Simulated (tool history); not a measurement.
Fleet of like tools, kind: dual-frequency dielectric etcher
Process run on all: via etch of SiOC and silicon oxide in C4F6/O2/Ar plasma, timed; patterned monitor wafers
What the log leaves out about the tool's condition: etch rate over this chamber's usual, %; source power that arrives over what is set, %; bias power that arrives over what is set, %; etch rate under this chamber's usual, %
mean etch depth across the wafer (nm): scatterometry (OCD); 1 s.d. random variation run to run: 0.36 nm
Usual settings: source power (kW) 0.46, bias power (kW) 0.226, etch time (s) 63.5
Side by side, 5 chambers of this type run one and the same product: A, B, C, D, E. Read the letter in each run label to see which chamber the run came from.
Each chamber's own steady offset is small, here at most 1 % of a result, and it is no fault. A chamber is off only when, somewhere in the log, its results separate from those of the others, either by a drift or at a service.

| run | hour | source power (kW) | bias power (kW) | etch time (s) | hours since the last wet clean | hours since the last source power generator calibration | hours since the last bias power generator calibration | read-back reference wafer on the same gauge, depth_nm | mean etch depth across the wafer (nm) |
|---|---|---|---|---|---|---|---|---|---|
| 1E | 2.9 | 0.46 | 0.226 | 63.5 | 405.2 | 1082.4 | 1642.5 | 71.307 | 82.041 |
| 2B | 7.3 | 0.46 | 0.226 | 63.5 | 373.8 | 4840.5 | 295.2 | 71.403 | 81.689 |
|  | 10.6 | chamber E: bias power generator calibrated |
| 3D | 11 | 0.46 | 0.226 | 63.5 | 295.1 | 1989.5 | 1936.1 | 71.369 | 81.886 |
| 4A | 14.5 | 0.46 | 0.226 | 63.5 | 118.2 | 838.7 | 3392.5 | 71.415 | 82.148 |
| 5C | 18.8 | 0.46 | 0.206 | 63.5 | 29.5 | 970.7 | 3990.7 | 71.46 | 78.677 |
| 6B | 21.3 | 0.46 | 0.206 | 63.5 | 387.8 | 4854.5 | 309.2 | 71.394 | 79.741 |
| 7D | 23.9 | 0.46 | 0.206 | 63.5 | 308 | 2002.4 | 1949 | 71.443 | 79.809 |
|  | 25.2 | chamber E: wet clean of the chamber |
| 8A | 29.4 | 0.46 | 0.206 | 63.5 | 133.1 | 853.6 | 3407.4 | 71.418 | 79.79 |
| 9E | 31.9 | 0.46 | 0.206 | 63.5 | 6.7 | 1111.4 | 21.3 | 71.449 | 79.592 |
| 10C | 37.2 | 0.46 | 0.226 | 63.5 | 47.9 | 989.1 | 4009.1 | 71.37 | 81.704 |
| 11D | 41.7 | 0.46 | 0.226 | 63.5 | 325.8 | 2020.2 | 1966.8 | 71.468 | 81.844 |
| 12B | 46.9 | 0.46 | 0.226 | 63.5 | 413.4 | 4880.1 | 334.8 | 71.405 | 82.327 |
| 13E | 50.4 | 0.46 | 0.226 | 63.5 | 25.2 | 1129.9 | 39.8 | 71.404 | 82.604 |
| 14A | 54.5 | 0.46 | 0.226 | 63.5 | 158.2 | 878.7 | 3432.5 | 71.397 | 81.805 |
| 15C | 58.7 | 0.46 | 0.226 | 63.5 | 69.4 | 1010.6 | 4030.6 | 71.423 | 81.498 |
| 16C | 61.9 | 0.46 | 0.226 | 63.5 | 72.6 | 1013.8 | 4033.8 | 71.431 | 81.88 |
|  | 62.3 | chamber B: wet clean of the chamber |
| 17E | 65.1 | 0.46 | 0.226 | 63.5 | 39.9 | 1144.6 | 54.5 | 71.376 | 82.153 |
| 18D | 68.7 | 0.46 | 0.226 | 63.5 | 352.8 | 2047.2 | 1993.8 | 71.437 | 81.801 |
| 19A | 73.7 | 0.46 | 0.226 | 63.5 | 177.4 | 897.9 | 3451.7 | 71.405 | 82.265 |
| 20B | 79.1 | 0.46 | 0.226 | 63.5 | 16.8 | 4912.3 | 367 | 71.416 | 82.494 |
| 21A | 84.4 | 0.46 | 0.226 | 63.5 | 188.1 | 908.6 | 3462.4 | 71.369 | 81.942 |
| 22E | 89.1 | 0.46 | 0.226 | 63.5 | 63.9 | 1168.6 | 78.5 | 71.367 | 82.301 |
| 23C | 93.7 | 0.46 | 0.226 | 63.5 | 104.4 | 1045.6 | 4065.6 | 71.413 | 82.167 |
| 24D | 99 | 0.46 | 0.206 | 63.5 | 383.1 | 2077.5 | 2024.1 | 71.444 | 79.709 |
| 25B | 104.2 | 0.46 | 0.206 | 63.5 | 41.9 | 4937.4 | 392.1 | 71.394 | 80.069 |
| 26A | 109.8 | 0.46 | 0.206 | 63.5 | 213.5 | 934 | 3487.8 | 71.382 | 80.458 |
| 27B | 112.8 | 0.46 | 0.206 | 63.5 | 50.5 | 4946 | 400.7 | 71.368 | 79.834 |
| 28E | 116 | 0.46 | 0.206 | 63.5 | 90.8 | 1195.5 | 105.4 | 71.403 | 79.687 |
| 29D | 120.7 | 0.46 | 0.226 | 63.5 | 404.8 | 2099.2 | 2045.8 | 71.465 | 81.939 |
| 30C | 125.6 | 0.46 | 0.226 | 63.5 | 136.3 | 1077.5 | 4097.5 | 71.285 | 81.228 |
| 31A | 129.4 | 0.46 | 0.226 | 63.5 | 233.1 | 953.6 | 3507.4 | 71.33 | 84.285 |
| 32D | 135 | 0.46 | 0.226 | 63.5 | 419.1 | 2113.5 | 2060.1 | 71.403 | 82.193 |
| 33B | 138.9 | 0.46 | 0.226 | 63.5 | 76.6 | 4972.1 | 426.8 | 71.452 | 82.232 |
| 34E | 143.7 | 0.46 | 0.226 | 63.5 | 118.5 | 1223.2 | 133.1 | 71.466 | 81.548 |
| 35C | 148.9 | 0.46 | 0.226 | 63.5 | 159.6 | 1100.8 | 4120.8 | 71.406 | 81.58 |
| 36C | 154.2 | 0.46 | 0.226 | 63.5 | 164.9 | 1106.1 | 4126.1 | 71.445 | 81.241 |
| 37A | 158.5 | 0.46 | 0.226 | 63.5 | 262.2 | 982.7 | 3536.5 | 71.433 | 84.109 |
| 38E | 163.7 | 0.46 | 0.226 | 63.5 | 138.5 | 1243.2 | 153.1 | 71.487 | 82.123 |
| 39D | 168.7 | 0.46 | 0.226 | 63.5 | 452.8 | 2147.2 | 2093.8 | 71.32 | 82.144 |
|  | 172.8 | chamber D: source power generator calibrated |
| 40B | 173.6 | 0.46 | 0.226 | 63.5 | 111.3 | 5006.8 | 461.5 | 71.433 | 82.419 |
| 41B | 176.6 | 0.46 | 0.226 | 63.5 | 114.3 | 5009.8 | 464.5 | 71.444 | 82.707 |
| 42D | 180.1 | 0.46 | 0.226 | 63.5 | 464.2 | 7.3 | 2105.2 | 71.357 | 81.776 |
| 43E | 184.5 | 0.46 | 0.226 | 63.5 | 159.3 | 1264 | 173.9 | 71.392 | 81.501 |

Next, every chamber runs the same settings. What will each give?
| 44A | 188.5 | 0.46 | 0.226 | 81.5 |  |  |  |  | ? |
| 44B | 188.5 | 0.46 | 0.226 | 81.5 |  |  |  |  | ? |
| 44C | 188.5 | 0.46 | 0.226 | 81.5 |  |  |  |  | ? |
| 44D | 188.5 | 0.46 | 0.226 | 81.5 |  |  |  |  | ? |
| 44E | 188.5 | 0.46 | 0.226 | 81.5 |  |  |  |  | ? |

| run | mean etch depth across the wafer (nm) |
|---|---|
| 44A | 109.2 |
| 44B | 105.43 |
| 44C | 104.84 |
| 44D | 104.74 |
| 44E | 105.4 |
